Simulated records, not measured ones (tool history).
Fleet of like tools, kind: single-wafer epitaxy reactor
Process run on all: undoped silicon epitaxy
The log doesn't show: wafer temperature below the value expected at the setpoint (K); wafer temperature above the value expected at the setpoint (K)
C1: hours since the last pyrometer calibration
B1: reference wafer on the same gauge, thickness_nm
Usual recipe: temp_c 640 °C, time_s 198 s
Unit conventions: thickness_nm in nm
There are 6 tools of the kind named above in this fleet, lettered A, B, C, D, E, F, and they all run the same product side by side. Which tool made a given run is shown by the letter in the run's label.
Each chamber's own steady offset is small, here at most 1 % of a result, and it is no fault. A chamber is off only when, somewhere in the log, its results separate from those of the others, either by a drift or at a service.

run 1B day=0.246 | temp_c=640 time_s=198 | C1=1448.7 | B1=22.196 | thickness_nm=26.701
run 2D day=0.658 | temp_c=640 time_s=198 | C1=873.6 | B1=22.191 | thickness_nm=26.875
run 3E day=1.046 | temp_c=640 time_s=198 | C1=772.7 | B1=22.199 | thickness_nm=26.492
run 4C day=1.462 | temp_c=640 time_s=198 | C1=1907.7 | B1=22.206 | thickness_nm=26.818
-- day=1.633 chamber B: pyrometer calibrated
run 5A day=1.708 | temp_c=640 time_s=198 | C1=163.7 | B1=22.199 | thickness_nm=26.724
run 6F day=1.992 | temp_c=632 time_s=217 | C1=1055.8 | B1=22.213 | thickness_nm=24.384
run 7F day=2.254 | temp_c=632 time_s=217 | C1=1062.1 | B1=22.208 | thickness_nm=24.334
run 8E day=2.600 | temp_c=632 time_s=217 | C1=810.0 | B1=22.187 | thickness_nm=24.258
run 9A day=2.875 | temp_c=632 time_s=217 | C1=191.7 | B1=22.211 | thickness_nm=24.567
run 10D day=3.304 | temp_c=632 time_s=217 | C1=937.1 | B1=22.187 | thickness_nm=24.735
run 11B day=3.683 | temp_c=632 time_s=217 | C1=49.3 | B1=22.199 | thickness_nm=24.503
run 12C day=4.042 | temp_c=640 time_s=198 | C1=1969.6 | B1=22.217 | thickness_nm=26.864
run 13E day=4.417 | temp_c=651 time_s=198 | C1=853.6 | B1=22.207 | thickness_nm=33.791
run 14D day=4.804 | temp_c=651 time_s=198 | C1=973.1 | B1=22.207 | thickness_nm=34.332
run 15C day=5.346 | temp_c=651 time_s=198 | C1=2000.9 | B1=22.195 | thickness_nm=34.150
run 16A day=5.825 | temp_c=651 time_s=198 | C1=262.5 | B1=22.206 | thickness_nm=34.013
run 17F day=6.233 | temp_c=651 time_s=198 | C1=1157.6 | B1=22.205 | thickness_nm=33.951
run 18B day=6.475 | temp_c=651 time_s=198 | C1=116.3 | B1=22.191 | thickness_nm=34.005
run 19E day=6.938 | temp_c=640 time_s=198 | C1=914.1 | B1=22.207 | thickness_nm=26.566
run 20C day=7.312 | temp_c=640 time_s=198 | C1=2048.1 | B1=22.196 | thickness_nm=26.819
run 21F day=7.617 | temp_c=640 time_s=198 | C1=1190.8 | B1=22.204 | thickness_nm=26.744
run 22A day=7.867 | temp_c=654 time_s=234 | C1=311.5 | B1=22.192 | thickness_nm=42.772
run 23D day=8.112 | temp_c=654 time_s=234 | C1=1052.5 | B1=22.214 | thickness_nm=43.515
run 24B day=8.388 | temp_c=654 time_s=234 | C1=162.2 | B1=22.201 | thickness_nm=42.849
run 25D day=8.704 | temp_c=654 time_s=234 | C1=1066.7 | B1=22.205 | thickness_nm=43.281
run 26B day=9.217 | temp_c=654 time_s=234 | C1=182.1 | B1=22.178 | thickness_nm=42.880
run 27E day=9.579 | temp_c=654 time_s=234 | C1=977.5 | B1=22.205 | thickness_nm=42.774
run 28F day=10.054 | temp_c=640 time_s=198 | C1=1249.3 | B1=22.210 | thickness_nm=26.741
run 29C day=10.371 | temp_c=629 time_s=222 | C1=2121.5 | B1=22.201 | thickness_nm=23.464
run 30A day=10.762 | temp_c=629 time_s=222 | C1=381.0 | B1=22.198 | thickness_nm=23.517
run 31D day=11.158 | temp_c=629 time_s=222 | C1=1125.6 | B1=22.208 | thickness_nm=23.543
run 32A day=11.396 | temp_c=629 time_s=222 | C1=396.2 | B1=22.197 | thickness_nm=23.527
run 33C day=11.821 | temp_c=629 time_s=222 | C1=2156.3 | B1=22.197 | thickness_nm=23.434
run 34F day=12.154 | temp_c=629 time_s=222 | C1=1299.7 | B1=22.195 | thickness_nm=23.305
run 35E day=12.583 | temp_c=626 time_s=198 | C1=1049.6 | B1=22.214 | thickness_nm=19.209
run 36B day=13.025 | temp_c=626 time_s=198 | C1=273.5 | B1=22.200 | thickness_nm=19.621
run 37D day=13.571 | temp_c=626 time_s=198 | C1=1183.5 | B1=22.215 | thickness_nm=19.646
run 38F day=14.062 | temp_c=626 time_s=198 | C1=1345.5 | B1=22.202 | thickness_nm=19.421

Does one chamber stand apart from the rest, does the shared gauge drift, or is all well apart from small per-chamber offsets? Give the chamber and the most likely cause, where there is one.

The fleet is healthy, with each chamber sitting at its usual small offset and no drift in the gauge.

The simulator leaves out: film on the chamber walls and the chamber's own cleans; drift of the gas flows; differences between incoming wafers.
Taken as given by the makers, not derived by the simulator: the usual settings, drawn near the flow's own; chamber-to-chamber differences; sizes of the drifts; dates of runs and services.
